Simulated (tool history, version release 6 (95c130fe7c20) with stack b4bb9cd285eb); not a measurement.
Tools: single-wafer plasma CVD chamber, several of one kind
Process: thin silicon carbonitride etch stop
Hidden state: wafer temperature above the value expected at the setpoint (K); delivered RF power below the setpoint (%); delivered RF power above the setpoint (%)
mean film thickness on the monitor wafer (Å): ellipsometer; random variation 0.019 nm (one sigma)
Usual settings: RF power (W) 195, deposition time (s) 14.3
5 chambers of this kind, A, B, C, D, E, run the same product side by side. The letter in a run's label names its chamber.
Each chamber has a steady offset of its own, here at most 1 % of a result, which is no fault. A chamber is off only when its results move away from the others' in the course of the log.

| run | hour | RF power (W) | deposition time (s) | hours since the last thermocouple change | hours since the last RF generator calibration | read-back reference wafer on the same gauge, thickness_nm | mean film thickness on the monitor wafer (Å) |
|---|---|---|---|---|---|---|---|
| 1D | 6 | 195 | 14.3 | 342.2 | 468.6 | 8.561 | 80.987 |
| 2B | 11 | 195 | 14.3 | 1739.3 | 841.9 | 8.5649 | 80.213 |
| 3A | 15.6 | 195 | 14.3 | 761 | 1288.2 | 8.5587 | 81.036 |
| 4C | 22.3 | 195 | 14.3 | 1343.2 | 554.6 | 8.5642 | 80.772 |
| 5E | 26.4 | 195 | 14.3 | 2640.4 | 423.4 | 8.5599 | 80.161 |
| 6A | 31 | 195 | 14.3 | 776.4 | 1303.6 | 8.5586 | 81.04 |
| 7B | 38.6 | 195 | 14.3 | 1766.9 | 869.5 | 8.559 | 80.675 |
| 8D | 42.3 | 195 | 14.3 | 378.5 | 504.9 | 8.5668 | 80.462 |
|  | 46.3 | chamber C: thermocouple changed; heater temperature recalibrated |
| 9E | 47.9 | 195 | 14.3 | 2661.9 | 444.9 | 8.5617 | 79.445 |
| 10C | 52.3 | 195 | 14.3 | 6 | 584.6 | 8.5679 | 80.818 |
| 11E | 57.5 | 195 | 14.3 | 2671.5 | 454.5 | 8.5622 | 79.63 |
| 12B | 65.2 | 195 | 14.3 | 1793.5 | 896.1 | 8.5631 | 80.387 |
| 13A | 73.1 | 205 | 11.7 | 818.5 | 1345.7 | 8.5595 | 67.488 |
| 14C | 76.9 | 205 | 11.7 | 30.6 | 609.2 | 8.5564 | 66.954 |
| 15D | 81.6 | 205 | 11.7 | 417.8 | 544.2 | 8.5585 | 66.986 |
| 16B | 86.1 | 205 | 11.7 | 1814.4 | 917 | 8.5635 | 66.548 |
|  | 88.2 | chamber E: thermocouple changed; heater temperature recalibrated |
| 17A | 89.9 | 205 | 11.7 | 835.3 | 1362.5 | 8.5607 | 67.343 |
| 18C | 94.1 | 195 | 14.3 | 47.8 | 626.4 | 8.5578 | 80.457 |
| 19D | 100.8 | 195 | 14.3 | 437 | 563.4 | 8.5664 | 80.607 |
| 20E | 108.5 | 230 | 14.3 | 20.3 | 505.5 | 8.5658 | 83.103 |
| 21D | 112.4 | 230 | 14.3 | 448.6 | 575 | 8.5563 | 84.733 |
| 22C | 120.5 | 230 | 14.3 | 74.2 | 652.8 | 8.5594 | 84.799 |
| 23E | 127.2 | 230 | 14.3 | 39 | 524.2 | 8.5607 | 83.292 |
| 24B | 135.2 | 230 | 14.3 | 1863.5 | 966.1 | 8.556 | 84.423 |
| 25A | 142.7 | 195 | 14.3 | 888.1 | 1415.3 | 8.5607 | 81.06 |
| 26C | 146.7 | 195 | 14.3 | 100.4 | 679 | 8.56 | 80.62 |
| 27D | 154.9 | 195 | 14.3 | 491.1 | 617.5 | 8.5567 | 80.637 |
| 28E | 160.9 | 175 | 14.3 | 72.7 | 557.9 | 8.556 | 76.064 |
| 29B | 165 | 175 | 14.3 | 1893.3 | 995.9 | 8.5597 | 77.689 |
| 30A | 169.3 | 175 | 14.3 | 914.7 | 1441.9 | 8.5644 | 78.456 |

Next, every chamber runs the same settings. What will each give?
| 31A | 175.3 | 195 | 11.8 |  |  |  | ? |
| 31B | 175.3 | 195 | 11.8 |  |  |  | ? |
| 31C | 175.3 | 195 | 11.8 |  |  |  | ? |
| 31D | 175.3 | 195 | 11.8 |  |  |  | ? |
| 31E | 175.3 | 195 | 11.8 |  |  |  | ? |

| run | mean film thickness on the monitor wafer (Å) |
|---|---|
| 31A | 66.848 |
| 31B | 66.229 |
| 31C | 66.681 |
| 31D | 66.57 |
| 31E | 64.512 |
